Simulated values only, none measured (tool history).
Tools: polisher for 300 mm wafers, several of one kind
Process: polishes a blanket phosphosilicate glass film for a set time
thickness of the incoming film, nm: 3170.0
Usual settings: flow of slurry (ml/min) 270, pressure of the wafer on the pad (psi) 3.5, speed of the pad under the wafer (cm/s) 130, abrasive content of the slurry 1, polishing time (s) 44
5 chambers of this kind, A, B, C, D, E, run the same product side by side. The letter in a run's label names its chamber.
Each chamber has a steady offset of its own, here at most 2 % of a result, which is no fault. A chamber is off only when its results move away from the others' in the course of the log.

| run | day | flow of slurry (ml/min) | pressure of the wafer on the pad (psi) | speed of the pad under the wafer (cm/s) | abrasive content of the slurry | polishing time (s) | wafers polished on this pad | hours since the slurry nozzle was cleaned | hours since the head pressure was calibrated | hours since the slurry blender was calibrated | hours since the conditioning disc was replaced | film removed (nm) |
|---|---|---|---|---|---|---|---|---|---|---|---|---|
|  | 0.071 | chamber A: head pressure recalibrated |
|  | 0.088 | chamber E: worn pad replaced by a new one |
| 1D | 0.096 | 270 | 3.5 | 130 | 1 | 44 | 53 | 450.8 | 531.2 | 267.7 | 156.4 | 550.97 |
|  | 0.196 | chamber C: conditioning disc replaced and pad reconditioned |
|  | 0.212 | chamber A: conditioning disc replaced and pad reconditioned |
| 2E | 0.279 | 270 | 3.5 | 130 | 1 | 44 | 67 | 130.1 | 551.2 | 81.3 | 47.6 | 553.93 |
| 3B | 0.425 | 270 | 3.5 | 130 | 1 | 44 | 815 | 171.6 | 198.5 | 48.2 | 114.9 | 559.64 |
| 4C | 0.558 | 270 | 3.5 | 130 | 1 | 44 | 841 | 68.9 | 233.5 | 244.9 | 8.8 | 550.32 |
| 5A | 0.762 | 270 | 3.5 | 130 | 0.75 | 34 | 865 | 319.1 | 16.6 | 302 | 13.3 | 371.25 |
| 6A | 0.867 | 270 | 3.5 | 130 | 0.75 | 34 | 901 | 321.6 | 19.1 | 304.5 | 15.8 | 373.76 |
| 7E | 1.021 | 270 | 3.5 | 130 | 0.75 | 34 | 326 | 147.9 | 569 | 99.1 | 65.4 | 374.09 |
| 8B | 1.208 | 270 | 3.5 | 130 | 0.75 | 34 | 1089 | 190.4 | 217.3 | 67 | 133.7 | 375.1 |
| 9C | 1.35 | 270 | 3.5 | 130 | 0.75 | 34 | 1118 | 87.9 | 252.5 | 263.9 | 27.8 | 372.68 |
| 10D | 1.558 | 270 | 3.5 | 130 | 1 | 44 | 564 | 485.9 | 566.3 | 302.8 | 191.5 | 559.74 |
|  | 1.667 | chamber C: worn pad replaced by a new one |
| 11B | 1.75 | 270 | 3.5 | 130 | 1 | 44 | 1278 | 203.4 | 230.3 | 80 | 146.7 | 556.51 |
|  | 1.85 | chamber D: worn pad replaced by a new one |
| 12E | 1.871 | 310 | 3.5 | 130 | 1 | 44 | 623 | 168.3 | 589.4 | 119.5 | 85.8 | 571.95 |
| 13D | 2.033 | 310 | 3.5 | 130 | 1 | 44 | 64 | 497.3 | 577.7 | 314.2 | 202.9 | 562.95 |
|  | 2.038 | chamber B: worn pad replaced by a new one |
|  | 2.154 | chamber A: worn pad replaced by a new one |
| 14A | 2.192 | 310 | 3.5 | 130 | 1 | 44 | 13 | 353.4 | 50.9 | 336.3 | 47.6 | 572.18 |
| 15C | 2.296 | 310 | 3.5 | 130 | 1 | 44 | 220 | 110.6 | 275.2 | 286.6 | 50.5 | 548.15 |
| 16C | 2.471 | 310 | 3.5 | 130 | 1 | 44 | 282 | 114.8 | 279.4 | 290.8 | 54.7 | 551.55 |
| 17E | 2.625 | 320 | 3.5 | 130 | 1 | 44 | 887 | 186.4 | 607.5 | 137.6 | 103.9 | 568.02 |
| 18D | 2.808 | 320 | 3.5 | 130 | 1 | 44 | 334 | 515.9 | 596.3 | 332.8 | 221.5 | 576.29 |
|  | 2.938 | chamber E: worn pad replaced by a new one |
| 19A | 3.025 | 320 | 3.5 | 130 | 1 | 44 | 304 | 373.4 | 70.9 | 356.3 | 67.6 | 562.73 |
| 20B | 3.192 | 320 | 3.5 | 130 | 1 | 44 | 404 | 238 | 264.9 | 114.6 | 181.3 | 555.67 |
| 21E | 3.362 | 320 | 3.5 | 130 | 1 | 44 | 149 | 204.1 | 625.2 | 155.3 | 121.6 | 563.52 |
| 22A | 3.496 | 270 | 3.5 | 130 | 1 | 44 | 469 | 384.7 | 82.2 | 367.6 | 78.9 | 558.61 |
| 23D | 3.658 | 270 | 3.5 | 130 | 1 | 44 | 632 | 536.3 | 616.7 | 353.2 | 241.9 | 564.41 |
| 24C | 3.833 | 270 | 3.5 | 130 | 1 | 44 | 758 | 147.5 | 312.1 | 323.5 | 87.4 | 543.35 |
| 25B | 4.021 | 270 | 3.5 | 130 | 1 | 33 | 694 | 257.9 | 284.8 | 134.5 | 201.2 | 408.28 |
|  | 4.058 | chamber D: worn pad replaced by a new one |
| 26E | 4.179 | 270 | 3.5 | 130 | 1 | 33 | 435 | 223.7 | 644.8 | 174.9 | 141.2 | 418.62 |
| 27A | 4.304 | 270 | 3.5 | 130 | 1 | 33 | 751 | 404.1 | 101.6 | 387 | 98.3 | 413.1 |
| 28D | 4.4 | 270 | 3.5 | 130 | 1 | 33 | 120 | 554.1 | 634.5 | 371 | 259.7 | 412.88 |
| 29B | 4.612 | 270 | 3.5 | 130 | 1 | 33 | 901 | 272.1 | 299 | 148.7 | 215.4 | 416.86 |
| 30C | 4.729 | 270 | 3.5 | 130 | 1 | 44 | 1071 | 169 | 333.6 | 345 | 108.9 | 557.95 |

Is one chamber off against the others, does the gauge drift, or is nothing wrong? If a chamber is off, say which, and what the likeliest cause is.

No chamber stands off beyond its own small offset, and the gauge holds steady.
